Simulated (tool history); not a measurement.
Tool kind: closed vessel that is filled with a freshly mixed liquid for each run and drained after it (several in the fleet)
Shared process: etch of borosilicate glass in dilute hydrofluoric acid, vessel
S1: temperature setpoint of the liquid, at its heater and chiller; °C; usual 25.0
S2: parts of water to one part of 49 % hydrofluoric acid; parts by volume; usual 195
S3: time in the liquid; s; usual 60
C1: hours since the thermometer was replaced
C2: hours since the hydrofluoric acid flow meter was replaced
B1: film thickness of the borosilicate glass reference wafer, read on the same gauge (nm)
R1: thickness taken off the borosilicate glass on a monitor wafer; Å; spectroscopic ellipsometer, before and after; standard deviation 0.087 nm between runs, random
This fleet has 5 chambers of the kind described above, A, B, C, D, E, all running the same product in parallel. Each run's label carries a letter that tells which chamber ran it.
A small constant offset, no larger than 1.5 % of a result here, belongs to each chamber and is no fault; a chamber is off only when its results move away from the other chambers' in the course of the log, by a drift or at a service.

{"run": "1A", "hour": 4.4, "S1": 25.0, "S2": 195, "S3": 60, "C1": 549.5, "C2": 113.3, "B1": 150.02, "R1": 106.84}
{"run": "2E", "hour": 7.0, "S1": 25.0, "S2": 195, "S3": 60, "C1": 1349.0, "C2": 559.9, "B1": 150.0, "R1": 104.01}
{"run": "3B", "hour": 9.7, "S1": 25.0, "S2": 195, "S3": 60, "C1": 1264.4, "C2": 696.9, "B1": 150.07, "R1": 104.51}
{"run": "4D", "hour": 13.6, "S1": 25.0, "S2": 195, "S3": 60, "C1": 1718.7, "C2": 2114.6, "B1": 150.01, "R1": 105.92}
{"run": "5C", "hour": 17.0, "S1": 25.0, "S2": 195, "S3": 60, "C1": 233.9, "C2": 766.6, "B1": 150.04, "R1": 105.31}
{"run": "6D", "hour": 22.1, "S1": 27.5, "S2": 260, "S3": 60, "C1": 1727.2, "C2": 2123.1, "B1": 150.01, "R1": 80.409}
{"run": "7A", "hour": 24.8, "S1": 27.5, "S2": 260, "S3": 60, "C1": 569.9, "C2": 133.7, "B1": 150.0, "R1": 81.848}
{"run": "8E", "hour": 28.9, "S1": 27.5, "S2": 260, "S3": 60, "C1": 1370.9, "C2": 581.8, "B1": 149.97, "R1": 80.218}
{"run": "9C", "hour": 33.3, "S1": 27.5, "S2": 260, "S3": 60, "C1": 250.2, "C2": 782.9, "B1": 150.01, "R1": 81.275}
{"run": "10B", "hour": 38.0, "S1": 27.5, "S2": 260, "S3": 60, "C1": 1292.7, "C2": 725.2, "B1": 149.97, "R1": 81.279}
{"hour": 41.3, "done": "chamber A: thermometer replaced"}
{"run": "11E", "hour": 42.1, "S1": 25.0, "S2": 140, "S3": 60, "C1": 1384.1, "C2": 595.0, "B1": 150.03, "R1": 154.17}
{"run": "12A", "hour": 45.6, "S1": 25.0, "S2": 140, "S3": 60, "C1": 4.3, "C2": 154.5, "B1": 149.99, "R1": 158.19}
{"run": "13B", "hour": 50.7, "S1": 25.0, "S2": 140, "S3": 60, "C1": 1305.4, "C2": 737.9, "B1": 149.98, "R1": 156.24}
{"run": "14C", "hour": 53.6, "S1": 25.0, "S2": 140, "S3": 60, "C1": 270.5, "C2": 803.2, "B1": 150.01, "R1": 156.86}
{"run": "15D", "hour": 57.6, "S1": 25.0, "S2": 140, "S3": 60, "C1": 1762.7, "C2": 2158.6, "B1": 149.99, "R1": 155.46}
{"run": "16E", "hour": 61.7, "S1": 25.0, "S2": 195, "S3": 60, "C1": 1403.7, "C2": 614.6, "B1": 149.97, "R1": 105.41}
{"run": "17C", "hour": 64.4, "S1": 25.0, "S2": 195, "S3": 60, "C1": 281.3, "C2": 814.0, "B1": 149.98, "R1": 105.58}
{"run": "18D", "hour": 67.6, "S1": 25.0, "S2": 195, "S3": 60, "C1": 1772.7, "C2": 2168.6, "B1": 149.98, "R1": 102.97}
{"run": "19A", "hour": 70.4, "S1": 25.0, "S2": 195, "S3": 60, "C1": 29.1, "C2": 179.3, "B1": 149.99, "R1": 106.27}
{"run": "20B", "hour": 73.8, "S1": 25.0, "S2": 195, "S3": 60, "C1": 1328.5, "C2": 761.0, "B1": 150.07, "R1": 105.25}
{"run": "21D", "hour": 77.6, "S1": 25.0, "S2": 195, "S3": 60, "C1": 1782.7, "C2": 2178.6, "B1": 149.99, "R1": 107.27}
{"run": "22E", "hour": 82.7, "S1": 25.0, "S2": 195, "S3": 75, "C1": 1424.7, "C2": 635.6, "B1": 149.95, "R1": 132.5}
{"run": "23C", "hour": 87.8, "S1": 25.0, "S2": 195, "S3": 75, "C1": 304.7, "C2": 837.4, "B1": 150.01, "R1": 129.64}
{"run": "24B", "hour": 91.0, "S1": 25.0, "S2": 195, "S3": 75, "C1": 1345.7, "C2": 778.2, "B1": 150.0, "R1": 131.31}
{"run": "25A", "hour": 93.9, "S1": 25.0, "S2": 195, "S3": 75, "C1": 52.6, "C2": 202.8, "B1": 150.01, "R1": 133.71}
{"run": "26C", "hour": 98.9, "S1": 25.0, "S2": 195, "S3": 75, "C1": 315.8, "C2": 848.5, "B1": 150.0, "R1": 128.16}
{"run": "27E", "hour": 102.1, "S1": 22.5, "S2": 195, "S3": 70, "C1": 1444.1, "C2": 655.0, "B1": 149.95, "R1": 111.49}
{"run": "28B", "hour": 106.7, "S1": 22.5, "S2": 195, "S3": 70, "C1": 1361.4, "C2": 793.9, "B1": 149.99, "R1": 112.11}
{"run": "29A", "hour": 110.9, "S1": 22.5, "S2": 195, "S3": 70, "C1": 69.6, "C2": 219.8, "B1": 149.99, "R1": 113.06}
{"run": "30D", "hour": 113.7, "S1": 22.5, "S2": 195, "S3": 70, "C1": 1818.8, "C2": 2214.7, "B1": 149.99, "R1": 113.01}
{"run": "31D", "hour": 118.6, "S1": 22.5, "S2": 195, "S3": 70, "C1": 1823.7, "C2": 2219.6, "B1": 150.01, "R1": 110.8}
{"run": "32E", "hour": 121.8, "S1": 25.0, "S2": 195, "S3": 60, "C1": 1463.8, "C2": 674.7, "B1": 149.99, "R1": 106.59}
{"run": "33B", "hour": 124.4, "S1": 25.0, "S2": 195, "S3": 60, "C1": 1379.1, "C2": 811.6, "B1": 149.99, "R1": 104.51}
{"run": "34C", "hour": 127.7, "S1": 25.0, "S2": 195, "S3": 60, "C1": 344.6, "C2": 877.3, "B1": 150.01, "R1": 100.95}
{"run": "35A", "hour": 132.7, "S1": 22.5, "S2": 195, "S3": 75, "C1": 91.4, "C2": 241.6, "B1": 149.99, "R1": 122.57}
{"run": "36E", "hour": 135.0, "S1": 22.5, "S2": 195, "S3": 75, "C1": 1477.0, "C2": 687.9, "B1": 149.97, "R1": 120.38}
{"run": "37D", "hour": 137.9, "S1": 22.5, "S2": 195, "S3": 75, "C1": 1843.0, "C2": 2238.9, "B1": 150.05, "R1": 120.0}
{"run": "38A", "hour": 140.2, "S1": 22.5, "S2": 195, "S3": 75, "C1": 98.9, "C2": 249.1, "B1": 150.01, "R1": 122.71}
{"run": "39B", "hour": 143.1, "S1": 22.5, "S2": 195, "S3": 75, "C1": 1397.8, "C2": 830.3, "B1": 150.03, "R1": 119.07}
{"run": "40C", "hour": 145.8, "S1": 25.0, "S2": 195, "S3": 60, "C1": 362.7, "C2": 895.4, "B1": 150.04, "R1": 98.229}
{"run": "41B", "hour": 148.2, "S1": 25.0, "S2": 290, "S3": 85, "C1": 1402.9, "C2": 835.4, "B1": 149.99, "R1": 91.525}
{"run": "42C", "hour": 152.9, "S1": 25.0, "S2": 290, "S3": 85, "C1": 369.8, "C2": 902.5, "B1": 149.96, "R1": 84.69}
{"run": "43A", "hour": 156.5, "S1": 25.0, "S2": 290, "S3": 85, "C1": 115.2, "C2": 265.4, "B1": 150.01, "R1": 93.658}
{"run": "44E", "hour": 159.6, "S1": 25.0, "S2": 290, "S3": 85, "C1": 1501.6, "C2": 712.5, "B1": 149.98, "R1": 91.68}

One chamber off, gauge drift, or nothing amiss beyond the chambers' own small offsets? If it is a chamber, which one, and what is the likeliest cause?

It is chamber C that slowly wanders off from its peers.
Cause: hydrofluoric acid flow below the setpoint (%) = 6.23.
From this log alone, it may not be told apart from: liquid colder than its thermometer reads (K).

Here are 4 candidates for chamber C's next run, each the usual settings with a change, their results left as question marks. Which one brings its results back in line with what the others give on the usual settings?
A result is in line if it is within this distance of the other chambers' mean on the usual settings: R1 3.000 Å
{"run": "45C-1", "hour": 163.3, "S1": 25.0, "S2": 170, "S3": 60, "R1": "?"}
{"run": "45C-2", "hour": 163.3, "S1": 21.0, "S2": 195, "S3": 60, "R1": "?"}
{"run": "45C-3", "hour": 163.3, "S1": 23.0, "S2": 195, "S3": 60, "R1": "?"}
{"run": "45C-4", "hour": 163.3, "S1": 25.0, "S2": 195, "S3": 65, "R1": "?"}

The other chambers' mean on the usual settings: R1 105.660 Å
run=45C-1 R1=114.820
run=45C-2 R1=83.786
run=45C-3 R1=90.399
run=45C-4 R1=105.440
It is 45C-4 that realigns the chamber with its peers.
